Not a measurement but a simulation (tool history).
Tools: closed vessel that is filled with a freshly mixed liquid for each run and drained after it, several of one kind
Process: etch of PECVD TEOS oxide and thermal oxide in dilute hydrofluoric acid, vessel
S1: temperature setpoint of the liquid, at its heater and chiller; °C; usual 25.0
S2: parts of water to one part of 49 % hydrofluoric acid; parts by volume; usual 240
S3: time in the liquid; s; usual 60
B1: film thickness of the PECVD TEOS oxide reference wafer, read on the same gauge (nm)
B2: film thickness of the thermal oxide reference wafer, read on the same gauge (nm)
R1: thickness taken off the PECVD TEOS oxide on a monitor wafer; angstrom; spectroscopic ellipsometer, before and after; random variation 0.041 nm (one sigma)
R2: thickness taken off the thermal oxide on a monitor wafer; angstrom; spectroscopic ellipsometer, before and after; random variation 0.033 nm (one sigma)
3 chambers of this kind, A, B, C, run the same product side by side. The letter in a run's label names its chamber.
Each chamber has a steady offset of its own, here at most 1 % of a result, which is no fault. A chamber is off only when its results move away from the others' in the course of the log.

{"run": "1A", "hour": 11.0, "S1": 25.0, "S2": 240, "S3": 60, "B1": 129.99, "B2": 79.992, "R1": 62.573, "R2": 10.266}
{"run": "2B", "hour": 18.8, "S1": 25.0, "S2": 240, "S3": 60, "B1": 130.01, "B2": 80.006, "R1": 63.601, "R2": 9.9723}
{"run": "3C", "hour": 27.0, "S1": 25.0, "S2": 240, "S3": 60, "B1": 129.99, "B2": 79.996, "R1": 63.187, "R2": 10.188}
{"run": "4C", "hour": 34.0, "S1": 25.0, "S2": 240, "S3": 60, "B1": 130.0, "B2": 80.014, "R1": 62.084, "R2": 10.091}
{"run": "5B", "hour": 45.0, "S1": 25.0, "S2": 240, "S3": 60, "B1": 130.03, "B2": 79.977, "R1": 63.264, "R2": 10.719}
{"run": "6A", "hour": 53.8, "S1": 25.0, "S2": 240, "S3": 60, "B1": 129.96, "B2": 79.995, "R1": 62.112, "R2": 10.05}
{"run": "7A", "hour": 61.6, "S1": 25.0, "S2": 240, "S3": 60, "B1": 130.01, "B2": 80.012, "R1": 61.653, "R2": 10.393}
{"run": "8B", "hour": 69.5, "S1": 25.0, "S2": 240, "S3": 60, "B1": 130.02, "B2": 79.986, "R1": 62.573, "R2": 10.144}
{"run": "9C", "hour": 78.9, "S1": 25.0, "S2": 295, "S3": 90, "B1": 130.02, "B2": 79.99, "R1": 72.485, "R2": 11.941}
{"run": "10C", "hour": 84.4, "S1": 25.0, "S2": 295, "S3": 90, "B1": 130.02, "B2": 79.981, "R1": 71.905, "R2": 11.843}
{"run": "11A", "hour": 96.7, "S1": 25.0, "S2": 295, "S3": 90, "B1": 129.99, "B2": 80.03, "R1": 72.353, "R2": 12.515}
{"run": "12B", "hour": 103.1, "S1": 25.0, "S2": 240, "S3": 60, "B1": 130.0, "B2": 79.96, "R1": 63.201, "R2": 11.329}
{"run": "13C", "hour": 111.2, "S1": 25.0, "S2": 240, "S3": 60, "B1": 130.01, "B2": 80.014, "R1": 62.964, "R2": 10.174}
{"run": "14A", "hour": 122.0, "S1": 25.0, "S2": 240, "S3": 60, "B1": 130.0, "B2": 79.978, "R1": 61.972, "R2": 10.159}
{"run": "15B", "hour": 132.9, "S1": 20.0, "S2": 240, "S3": 60, "B1": 130.0, "B2": 79.98, "R1": 52.898, "R2": 7.8876}
{"run": "16A", "hour": 144.9, "S1": 20.0, "S2": 240, "S3": 60, "B1": 130.0, "B2": 80.007, "R1": 51.652, "R2": 8.2966}
{"hour": 151.3, "done": "chamber C: thermometer replaced"}
{"run": "17C", "hour": 151.6, "S1": 20.0, "S2": 240, "S3": 60, "B1": 129.99, "B2": 79.993, "R1": 52.027, "R2": 8.5287}
{"run": "18B", "hour": 159.5, "S1": 25.0, "S2": 295, "S3": 80, "B1": 129.98, "B2": 79.961, "R1": 65.202, "R2": 10.9}
{"run": "19A", "hour": 171.3, "S1": 25.0, "S2": 295, "S3": 80, "B1": 129.99, "B2": 80.009, "R1": 64.486, "R2": 10.864}
{"run": "20C", "hour": 177.6, "S1": 25.0, "S2": 295, "S3": 80, "B1": 129.99, "B2": 79.991, "R1": 64.515, "R2": 11.011}
{"run": "21B", "hour": 188.0, "S1": 25.0, "S2": 240, "S3": 60, "B1": 129.99, "B2": 79.997, "R1": 63.442, "R2": 9.7323}
{"run": "22A", "hour": 196.6, "S1": 25.0, "S2": 240, "S3": 60, "B1": 129.98, "B2": 80.001, "R1": 63.137, "R2": 10.354}
{"run": "23B", "hour": 206.2, "S1": 25.0, "S2": 240, "S3": 60, "B1": 129.96, "B2": 80.03, "R1": 63.267, "R2": 10.013}
{"run": "24C", "hour": 217.7, "S1": 29.5, "S2": 240, "S3": 60, "B1": 129.99, "B2": 80.011, "R1": 72.631, "R2": 11.56}
{"run": "25C", "hour": 224.0, "S1": 29.5, "S2": 240, "S3": 60, "B1": 130.0, "B2": 79.978, "R1": 73.131, "R2": 12.254}
{"run": "26B", "hour": 229.7, "S1": 29.5, "S2": 240, "S3": 60, "B1": 130.02, "B2": 79.966, "R1": 73.815, "R2": 12.428}
{"run": "27A", "hour": 236.6, "S1": 25.0, "S2": 310, "S3": 85, "B1": 130.01, "B2": 80.021, "R1": 63.852, "R2": 10.91}

All 3 chambers run these settings next. Forecast each chamber's results:
{"run": "28A", "hour": 245.7, "S1": 25.0, "S2": 240, "S3": 40, "R1": "?", "R2": "?"}
{"run": "28B", "hour": 245.7, "S1": 25.0, "S2": 240, "S3": 40, "R1": "?", "R2": "?"}
{"run": "28C", "hour": 245.7, "S1": 25.0, "S2": 240, "S3": 40, "R1": "?", "R2": "?"}

run=28A R1=41.498 R2=6.9140
run=28B R1=41.689 R2=6.8559
run=28C R1=42.124 R2=7.0286
